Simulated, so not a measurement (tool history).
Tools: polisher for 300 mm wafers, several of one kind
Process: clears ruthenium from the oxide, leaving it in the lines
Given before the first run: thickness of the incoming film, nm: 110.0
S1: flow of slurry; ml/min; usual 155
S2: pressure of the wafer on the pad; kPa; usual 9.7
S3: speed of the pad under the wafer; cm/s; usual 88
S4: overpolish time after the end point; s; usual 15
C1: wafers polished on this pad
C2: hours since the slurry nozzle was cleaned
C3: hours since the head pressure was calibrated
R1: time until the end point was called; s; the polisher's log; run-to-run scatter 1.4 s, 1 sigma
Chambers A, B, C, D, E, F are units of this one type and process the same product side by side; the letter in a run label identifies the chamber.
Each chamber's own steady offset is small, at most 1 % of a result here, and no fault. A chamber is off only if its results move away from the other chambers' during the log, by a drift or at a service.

Run 1F, day 0.421: usual settings; C1 160; C2 753.6; C3 673.1. Result: R1 147.5 s.
Run 2A, day 0.892: usual settings; C1 572; C2 533.9; C3 450. Result: R1 150.12 s.
Run 3B, day 1.238: usual settings; C1 617; C2 409.8; C3 709.5. Result: R1 148.98 s.
At day 1.321: chamber F: slurry nozzle cleaned.
Run 4C, day 1.608: usual settings; C1 1128; C2 390.3; C3 362.9. Result: R1 148.81 s.
Run 5E, day 2.075: usual settings; C1 708; C2 188; C3 163.5. Result: R1 147.83 s.
At day 2.133: chamber A: head pressure recalibrated.
Run 6D, day 2.342: usual settings but S1 105 ml/min, S4 22 s; C1 712; C2 277.1; C3 448.8. Result: R1 162.87 s.
At day 2.4: chamber F: worn pad replaced by a new one.
Run 7C, day 2.833: usual settings but S1 105 ml/min, S4 22 s; C1 1366; C2 419.7; C3 392.3. Result: R1 161.55 s.
At day 2.892: chamber E: worn pad replaced by a new one.
At day 3.129: chamber A: worn pad replaced by a new one.
Run 8F, day 3.133: usual settings but S1 105 ml/min, S4 22 s; C1 142; C2 43.5; C3 738.2. Result: R1 160.24 s.
Run 9B, day 3.462: usual settings but S1 105 ml/min, S4 22 s; C1 1049; C2 463.2; C3 762.9. Result: R1 163.41 s.
Run 10A, day 3.933: usual settings but S1 105 ml/min, S4 22 s; C1 156; C2 606.9; C3 43.2. Result: R1 161.08 s.
Run 11E, day 4.254: usual settings but S1 105 ml/min, S4 22 s; C1 265; C2 240.3; C3 215.8. Result: R1 161.04 s.
At day 4.583: chamber D: worn pad replaced by a new one.
At day 4.6: chamber B: worn pad replaced by a new one.
Run 12D, day 4.696: usual settings; C1 22; C2 333.6; C3 505.3. Result: R1 147.92 s.
At day 5.125: chamber F: worn pad replaced by a new one.
Run 13D, day 5.125: usual settings; C1 105; C2 343.9; C3 515.6. Result: R1 150.73 s.
Run 14B, day 5.425: usual settings; C1 160; C2 510.3; C3 810. Result: R1 147.36 s.
Run 15C, day 5.742: usual settings; C1 1930; C2 489.5; C3 462.1. Result: R1 152.36 s.
Run 16A, day 6.138: usual settings; C1 584; C2 659.8; C3 96.1. Result: R1 149.33 s.
At day 6.442: chamber E: worn pad replaced by a new one.
Run 17F, day 6.554: usual settings; C1 278; C2 125.6; C3 820.3. Result: R1 147.65 s.
At day 6.679: chamber F: head pressure recalibrated.
Run 18E, day 6.908: usual settings; C1 90; C2 304; C3 279.5. Result: R1 149.58 s.
Run 19E, day 7.242: usual settings but S4 8 s; C1 155; C2 312; C3 287.5. Result: R1 148.19 s.
Run 20A, day 7.625: usual settings but S4 8 s; C1 872; C2 695.5; C3 131.8. Result: R1 147.71 s.
At day 7.875: chamber F: worn pad replaced by a new one.
At day 7.879: chamber A: worn pad replaced by a new one.
Run 21F, day 7.883: usual settings but S4 8 s; C1 2; C2 157.5; C3 28.9. Result: R1 149.58 s.
Run 22C, day 8.192: usual settings but S4 8 s; C1 2405; C2 548.3; C3 520.9. Result: R1 155.05 s.
Run 23D, day 8.421: usual settings but S4 8 s; C1 745; C2 423; C3 594.7. Result: R1 150.58 s.
Run 24B, day 8.721: usual settings but S4 8 s; C1 800; C2 589.4; C3 889.1. Result: R1 149.31 s.
Run 25D, day 9.171: usual settings; C1 890; C2 441; C3 612.7. Result: R1 149.82 s.
Run 26A, day 9.488: usual settings; C1 312; C2 740.2; C3 176.5. Result: R1 149.07 s.
At day 9.792: chamber D: worn pad replaced by a new one.
Run 27E, day 9.979: usual settings; C1 686; C2 377.7; C3 353.2. Result: R1 148.78 s.
At day 10.021: chamber B: worn pad replaced by a new one.
At day 10.35: chamber F: worn pad replaced by a new one.
Run 28C, day 10.371: usual settings but S1 190 ml/min; C1 2828; C2 600.6; C3 573.2. Result: R1 153.7 s.
At day 10.858: chamber E: worn pad replaced by a new one.
Run 29F, day 10.875: usual settings but S1 190 ml/min; C1 101; C2 229.3; C3 100.7. Result: R1 141.17 s.
Run 30B, day 11.25: usual settings but S1 190 ml/min; C1 238; C2 650.1; C3 949.8. Result: R1 145.87 s.
At day 11.258: chamber A: slurry nozzle cleaned.
Run 31D, day 11.617: usual settings but S1 190 ml/min; C1 354; C2 499.7; C3 671.4. Result: R1 145.35 s.
Run 32A, day 11.912: usual settings but S1 190 ml/min; C1 783; C2 15.8; C3 234.7. Result: R1 145.35 s.
Run 33B, day 12.404: usual settings but S1 190 ml/min; C1 462; C2 677.8; C3 977.5. Result: R1 143.72 s.
Run 34C, day 12.717: usual settings; C1 3283; C2 656.9; C3 629.5. Result: R1 161.95 s.
At day 12.746: chamber D: head pressure recalibrated.
At day 12.875: chamber F: worn pad replaced by a new one.
Run 35F, day 13.133: usual settings; C1 50; C2 283.5; C3 154.9. Result: R1 149.54 s.
Run 36E, day 13.471: usual settings but S3 110 cm/s; C1 507; C2 461.5; C3 437. Result: R1 117.55 s.
Run 37D, day 13.746: usual settings but S3 110 cm/s; C1 767; C2 550.8; C3 24.1. Result: R1 120.6 s.

Has any chamber moved away from the others, gradually or after a service, or does the common gauge drift, or do the chambers differ only by their own small steady offsets? State the chamber and the most likely cause if one applies.

One chamber, C, drifts off from the rest bit by bit.
Most likely cause: removal rate lost through wear of the pad, % = 8.83.
From this log alone, it may not be told apart from: slurry flow missing at the pad, %; head's pressure below its setpoint, %.

Here are 4 candidates for chamber C's next run, each the usual settings with a change, their results left as question marks. Which one brings its results back in line with what the others give on the usual settings?
In line means no further than this from the other chambers' mean on the usual settings: R1 4.8 s
Run 38C-1, day 14.108: usual settings but S3 92 cm/s. Result: R1 ?.
Run 38C-2, day 14.108: usual settings but S1 150 ml/min, S3 80 cm/s. Result: R1 ?.
Run 38C-3, day 14.108: usual settings but S3 84 cm/s. Result: R1 ?.
Run 38C-4, day 14.108: usual settings but S3 96 cm/s. Result: R1 ?.

The other chambers' mean on the usual settings: R1 149.14 s
  run      R1
38C-1  156.85
38C-2  181.79
38C-3  172.02
38C-4  150.22
38C-4 puts the chamber back in line with the other chambers.

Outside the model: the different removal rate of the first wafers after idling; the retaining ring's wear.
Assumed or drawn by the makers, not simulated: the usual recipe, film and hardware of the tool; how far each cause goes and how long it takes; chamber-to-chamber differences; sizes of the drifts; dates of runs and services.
